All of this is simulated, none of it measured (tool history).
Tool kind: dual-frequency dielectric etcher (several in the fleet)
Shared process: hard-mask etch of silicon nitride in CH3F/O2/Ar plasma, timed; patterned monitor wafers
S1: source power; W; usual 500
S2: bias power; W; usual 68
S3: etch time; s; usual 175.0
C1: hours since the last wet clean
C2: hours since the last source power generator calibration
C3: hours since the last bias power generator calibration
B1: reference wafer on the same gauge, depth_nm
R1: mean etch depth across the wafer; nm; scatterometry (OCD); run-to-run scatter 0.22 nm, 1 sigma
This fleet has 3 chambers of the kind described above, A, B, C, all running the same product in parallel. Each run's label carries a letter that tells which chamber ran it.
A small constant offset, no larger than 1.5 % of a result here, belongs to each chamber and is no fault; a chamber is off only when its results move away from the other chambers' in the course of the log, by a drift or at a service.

run,hour,S1,S2,S3,C1,C2,C3,B1,R1
1C,8.6,500,68,175.0,17.1,769.9,2668.4,151.03,130.87
2A,14.4,500,68,175.0,343.4,1171.4,1672.8,151.10,132.36
3B,24.4,500,68,175.0,165.2,547.9,823.9,151.12,130.51
4B,30.0,500,68,175.0,170.8,553.5,829.5,151.13,129.68
5A,35.4,500,68,137.5,364.4,1192.4,1693.8,151.21,104.24
6C,40.2,500,68,137.5,48.7,801.5,2700.0,151.29,103.24
7C,47.6,500,68,137.5,56.1,808.9,2707.4,151.28,103.25
8A,58.5,500,68,175.0,387.5,1215.5,1716.9,151.38,132.74
9B,69.0,500,68,175.0,209.8,592.5,868.5,151.37,130.21
10A,76.5,500,68,175.0,405.5,1233.5,1734.9,151.44,133.24
11B,81.2,500,68,175.0,222.0,604.7,880.7,151.41,130.22
12C,85.9,500,83,147.0,94.4,847.2,2745.7,151.54,118.20
13A,92.7,500,83,147.0,421.7,1249.7,1751.1,151.55,119.71
14B,99.9,500,83,147.0,240.7,623.4,899.4,151.59,117.24
15C,105.3,500,68,175.0,113.8,866.6,2765.1,151.65,131.78
16A,116.3,500,68,175.0,445.3,1273.3,1774.7,151.63,133.09
17B,126.1,500,78,175.0,266.9,649.6,925.6,151.71,136.75
# hour 128.8: chamber A: wet clean of the chamber
18C,136.3,500,78,175.0,144.8,897.6,2796.1,151.80,138.33
19C,142.4,500,78,175.0,150.9,903.7,2802.2,151.86,138.36
20B,148.4,500,68,175.0,289.2,671.9,947.9,151.82,130.83
21A,155.2,500,68,175.0,26.4,1312.2,1813.6,151.91,133.12
22A,164.8,500,68,175.0,36.0,1321.8,1823.2,151.92,132.99
23B,173.4,500,68,175.0,314.2,696.9,972.9,152.06,131.00
24C,180.1,500,68,175.0,188.6,941.4,2839.9,151.96,132.60

Next, all 3 chambers run the settings below, one line each with question marks for the results. What does each chamber give?
25A,187.9,500,76,175.0,,,,,?
25B,187.9,500,76,175.0,,,,,?
25C,187.9,500,76,175.0,,,,,?

run,R1
25A,138.31
25B,135.65
25C,137.50
